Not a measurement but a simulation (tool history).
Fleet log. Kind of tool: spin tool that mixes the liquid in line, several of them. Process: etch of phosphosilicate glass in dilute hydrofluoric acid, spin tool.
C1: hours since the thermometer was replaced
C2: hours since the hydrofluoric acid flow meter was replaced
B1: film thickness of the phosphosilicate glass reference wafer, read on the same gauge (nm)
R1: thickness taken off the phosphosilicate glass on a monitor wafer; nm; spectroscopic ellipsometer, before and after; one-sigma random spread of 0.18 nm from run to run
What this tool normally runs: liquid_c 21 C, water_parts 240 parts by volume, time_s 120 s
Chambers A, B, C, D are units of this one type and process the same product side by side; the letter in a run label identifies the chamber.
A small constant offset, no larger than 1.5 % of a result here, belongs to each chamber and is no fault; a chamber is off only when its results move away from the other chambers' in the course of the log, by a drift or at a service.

run 1B hour=3 | liquid_c=21 water_parts=240 time_s=120 | C1=623.7 C2=329.5 | B1=60 | R1=22.93
run 2C hour=7.8 | liquid_c=21 water_parts=240 time_s=120 | C1=1114 C2=67.7 | B1=60.017 | R1=23.425
run 3A hour=11.2 | liquid_c=21 water_parts=240 time_s=120 | C1=846.2 C2=1538.4 | B1=60.032 | R1=23.095
run 4D hour=14 | liquid_c=21 water_parts=240 time_s=120 | C1=1402.9 C2=136.8 | B1=60.01 | R1=23.124
run 5B hour=17.1 | liquid_c=21 water_parts=240 time_s=120 | C1=637.8 C2=343.6 | B1=59.998 | R1=23.516
run 6A hour=19.7 | liquid_c=17.5 water_parts=240 time_s=120 | C1=854.7 C2=1546.9 | B1=59.999 | R1=20.406
run 7D hour=23.5 | liquid_c=17.5 water_parts=240 time_s=120 | C1=1412.4 C2=146.3 | B1=59.999 | R1=20.302
run 8C hour=27.9 | liquid_c=17.5 water_parts=240 time_s=120 | C1=1134.1 C2=87.8 | B1=60.073 | R1=20.545
run 9A hour=32 | liquid_c=17.5 water_parts=240 time_s=120 | C1=867 C2=1559.2 | B1=60 | R1=20.154
run 10C hour=35.8 | liquid_c=21 water_parts=240 time_s=120 | C1=1142 C2=95.7 | B1=60.024 | R1=23.256
run 11B hour=40.9 | liquid_c=21 water_parts=150 time_s=185 | C1=661.6 C2=367.4 | B1=60 | R1=62.744
run 12D hour=45.9 | liquid_c=21 water_parts=150 time_s=185 | C1=1434.8 C2=168.7 | B1=60.045 | R1=64.185
run 13A hour=49.4 | liquid_c=21 water_parts=150 time_s=185 | C1=884.4 C2=1576.6 | B1=59.993 | R1=62.297
run 14B hour=53.3 | liquid_c=21 water_parts=150 time_s=185 | C1=674 C2=379.8 | B1=59.951 | R1=62.875
run 15C hour=56.1 | liquid_c=21 water_parts=240 time_s=120 | C1=1162.3 C2=116 | B1=59.993 | R1=23.396
run 16D hour=59.7 | liquid_c=21 water_parts=240 time_s=120 | C1=1448.6 C2=182.5 | B1=59.958 | R1=24.178
run 17B hour=63.2 | liquid_c=21 water_parts=240 time_s=120 | C1=683.9 C2=389.7 | B1=60.039 | R1=23.36
run 18C hour=67.8 | liquid_c=21 water_parts=240 time_s=120 | C1=1174 C2=127.7 | B1=59.956 | R1=23.103
run 19D hour=71.4 | liquid_c=21 water_parts=280 time_s=180 | C1=1460.3 C2=194.2 | B1=59.998 | R1=30.232
run 20A hour=74.9 | liquid_c=21 water_parts=280 time_s=180 | C1=909.9 C2=1602.1 | B1=59.957 | R1=28.885
run 21A hour=78.6 | liquid_c=21 water_parts=280 time_s=180 | C1=913.6 C2=1605.8 | B1=59.99 | R1=28.386
run 22D hour=82.7 | liquid_c=21 water_parts=280 time_s=180 | C1=1471.6 C2=205.5 | B1=59.964 | R1=30.938
run 23C hour=84.9 | liquid_c=21 water_parts=240 time_s=120 | C1=1191.1 C2=144.8 | B1=60.009 | R1=23.158
run 24B hour=89.2 | liquid_c=21 water_parts=240 time_s=120 | C1=709.9 C2=415.7 | B1=59.996 | R1=23.449
run 25B hour=94.3 | liquid_c=21 water_parts=240 time_s=120 | C1=715 C2=420.8 | B1=60.007 | R1=23.29
run 26D hour=97.4 | liquid_c=21 water_parts=240 time_s=120 | C1=1486.3 C2=220.2 | B1=60.008 | R1=25.125

Next, all 4 chambers run the settings below, one line each with question marks for the results. What does each chamber give?
run 27A hour=101.1 | liquid_c=21 water_parts=240 time_s=120 | R1=?
run 27B hour=101.1 | liquid_c=21 water_parts=240 time_s=120 | R1=?
run 27C hour=101.1 | liquid_c=21 water_parts=240 time_s=120 | R1=?
run 27D hour=101.1 | liquid_c=21 water_parts=240 time_s=120 | R1=?

run=27A R1=22.684
run=27B R1=22.876
run=27C R1=23.23
run=27D R1=25.75

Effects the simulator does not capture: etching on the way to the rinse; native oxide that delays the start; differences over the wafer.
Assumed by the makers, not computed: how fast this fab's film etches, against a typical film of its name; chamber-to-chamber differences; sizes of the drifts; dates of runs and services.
